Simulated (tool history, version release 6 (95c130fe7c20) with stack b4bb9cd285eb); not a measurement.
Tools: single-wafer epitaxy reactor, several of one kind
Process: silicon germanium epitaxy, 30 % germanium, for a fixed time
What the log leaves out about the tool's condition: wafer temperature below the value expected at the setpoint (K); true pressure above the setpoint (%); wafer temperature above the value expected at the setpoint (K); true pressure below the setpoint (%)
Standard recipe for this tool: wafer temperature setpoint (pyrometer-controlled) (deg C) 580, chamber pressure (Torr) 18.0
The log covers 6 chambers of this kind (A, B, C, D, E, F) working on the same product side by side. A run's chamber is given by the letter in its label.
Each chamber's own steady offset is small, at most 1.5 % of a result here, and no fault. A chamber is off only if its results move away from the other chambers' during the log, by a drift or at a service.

run   hour  wafer temperature setpoint (pyrometer-controlled) (deg C)  chamber pressure (Torr)  hours since the last pyrometer calibration  hours since the last manometer calibration  read-back reference wafer on the same gauge, thickness_nm  mean film thickness on the monitor wafer (Å)
 1E    7.7                                                        580                     18.0                                       658.4                                       880.4                                                     33.291                                        388.43
 2C   14.6                                                        580                     18.0                                       349.6                                      1068.6                                                     33.311                                        390.50
 3B   20.9                                                        580                     18.0                                      1350.5                                       460.1                                                     33.300                                        394.92
 4F   31.7                                                        580                     18.0                                      1274.8                                      1574.9                                                     33.314                                        391.84
      37.0  -- chamber A: capacitance manometer re-zeroed and calibrated
 5D   43.4                                                        580                     18.0                                       811.4                                       999.1                                                     33.313                                        388.84
 6A   54.4                                                        580                     18.0                                      1976.3                                        17.4                                                     33.288                                        392.36
 7A   60.4                                                        594                     18.0                                      1982.3                                        23.4                                                     33.311                                        510.13
      61.9  -- chamber F: capacitance manometer re-zeroed and calibrated
      64.2  -- chamber D: capacitance manometer re-zeroed and calibrated
 8E   69.7                                                        594                     18.0                                       720.4                                       942.4                                                     33.320                                        505.07
 9D   79.2                                                        594                     18.0                                       847.2                                        15.1                                                     33.292                                        503.16
10C   90.0                                                        594                     18.0                                       425.0                                      1144.0                                                     33.313                                        507.25
11F   98.5                                                        594                     18.0                                      1341.6                                        36.6                                                     33.292                                        508.96
12B  107.8                                                        594                     18.0                                      1437.4                                       547.0                                                     33.297                                        511.33
13E  118.0                                                        580                     18.0                                       768.7                                       990.7                                                     33.309                                        387.93
14A  124.6                                                        580                     18.0                                      2046.5                                        87.6                                                     33.304                                        392.07
15C  132.8                                                        580                     18.0                                       467.8                                      1186.8                                                     33.291                                        391.02
16B  139.1                                                        580                     18.0                                      1468.7                                       578.3                                                     33.315                                        393.16
17D  145.3                                                        593                     19.5                                       913.3                                        81.2                                                     33.302                                        512.44
18F  153.8                                                        593                     19.5                                      1396.9                                        91.9                                                     33.287                                        513.91
19D  162.3                                                        593                     19.5                                       930.3                                        98.2                                                     33.282                                        510.26
20C  169.3                                                        593                     19.5                                       504.3                                      1223.3                                                     33.300                                        514.28
     176.0  -- chamber D: pyrometer calibrated
21A  179.4                                                        593                     19.5                                      2101.3                                       142.4                                                     33.305                                        517.51
22B  187.1                                                        593                     19.5                                      1516.7                                       626.3                                                     33.275                                        521.71
23F  196.7                                                        587                     18.0                                      1439.8                                       134.8                                                     33.300                                        445.99
24E  207.7                                                        587                     18.0                                       858.4                                      1080.4                                                     33.303                                        442.97
25F  216.2                                                        587                     18.0                                      1459.3                                       154.3                                                     33.301                                        445.75
     217.1  -- chamber E: pyrometer calibrated
26A  222.1                                                        587                     18.0                                      2144.0                                       185.1                                                     33.312                                        449.28
27E  233.0                                                        587                     18.0                                        15.9                                      1105.7                                                     33.306                                        432.68
     237.7  -- chamber A: pyrometer calibrated
28B  243.2                                                        587                     18.0                                      1572.8                                       682.4                                                     33.302                                        450.47
29C  251.4                                                        580                     18.0                                       586.4                                      1305.4                                                     33.302                                        388.66
30D  258.3                                                        580                     18.0                                        82.4                                       194.2                                                     33.308                                        388.79
31D  270.2                                                        580                     18.0                                        94.3                                       206.1                                                     33.285                                        388.79
32E  278.4                                                        580                     18.0                                        61.3                                      1151.1                                                     33.308                                        378.65
33A  289.6                                                        580                     18.0                                        52.0                                       252.6                                                     33.286                                        393.75
34B  297.2                                                        580                     18.0                                      1626.8                                       736.4                                                     33.337                                        395.44
     299.9  -- chamber B: pyrometer calibrated
35C  308.2                                                        580                     18.0                                       643.2                                      1362.2                                                     33.293                                        390.65
36F  313.7                                                        580                     18.0                                      1556.8                                       251.8                                                     33.320                                        391.78
37C  322.0                                                        580                     18.0                                       657.0                                      1376.0                                                     33.287                                        390.45
38A  333.1                                                        580                     18.0                                        95.5                                       296.1                                                     33.287                                        392.71
39E  344.0                                                        580                     18.0                                       126.9                                      1216.7                                                     33.297                                        377.26
40F  349.9                                                        574                     19.8                                      1593.0                                       288.0                                                     33.261                                        362.86
41D  357.1                                                        574                     19.8                                       181.2                                       293.0                                                     33.291                                        360.71
42B  362.7                                                        574                     19.8                                        62.9                                       801.9                                                     33.271                                        365.91

Does one chamber stand apart from the rest, does the shared gauge drift, or is all well apart from small per-chamber offsets? Give the chamber and the most likely cause, where there is one.

A service on chamber E put it out of line with the rest.
Likeliest cause: wafer temperature below the value expected at the setpoint (K) = 1.31.

Here are 4 candidates for chamber E's next run, each the usual settings with a change, their results left as question marks. Which one brings its results back in line with what the others give on the usual settings?
Maximum distance from the other chambers' mean on the usual settings for a result to count as in line: mean film thickness on the monitor wafer (Å) 3.60
43E-1  371.6                                                        580                     16.6                                                                                                                                                                                                ?
43E-2  371.6                                                        579                     18.0                                                                                                                                                                                                ?
43E-3  371.6                                                        580                     19.4                                                                                                                                                                                                ?
43E-4  371.6                                                        580                     18.7                                                                                                                                                                                                ?

Usual-settings mean across the other chambers: mean film thickness on the monitor wafer (Å) 391.43
  run  mean film thickness on the monitor wafer (Å)
43E-1                                        366.61
43E-2                                        371.61
43E-3                                        390.39
43E-4                                        384.65
43E-3 is the one that brings the chamber's results back in line with the other chambers.

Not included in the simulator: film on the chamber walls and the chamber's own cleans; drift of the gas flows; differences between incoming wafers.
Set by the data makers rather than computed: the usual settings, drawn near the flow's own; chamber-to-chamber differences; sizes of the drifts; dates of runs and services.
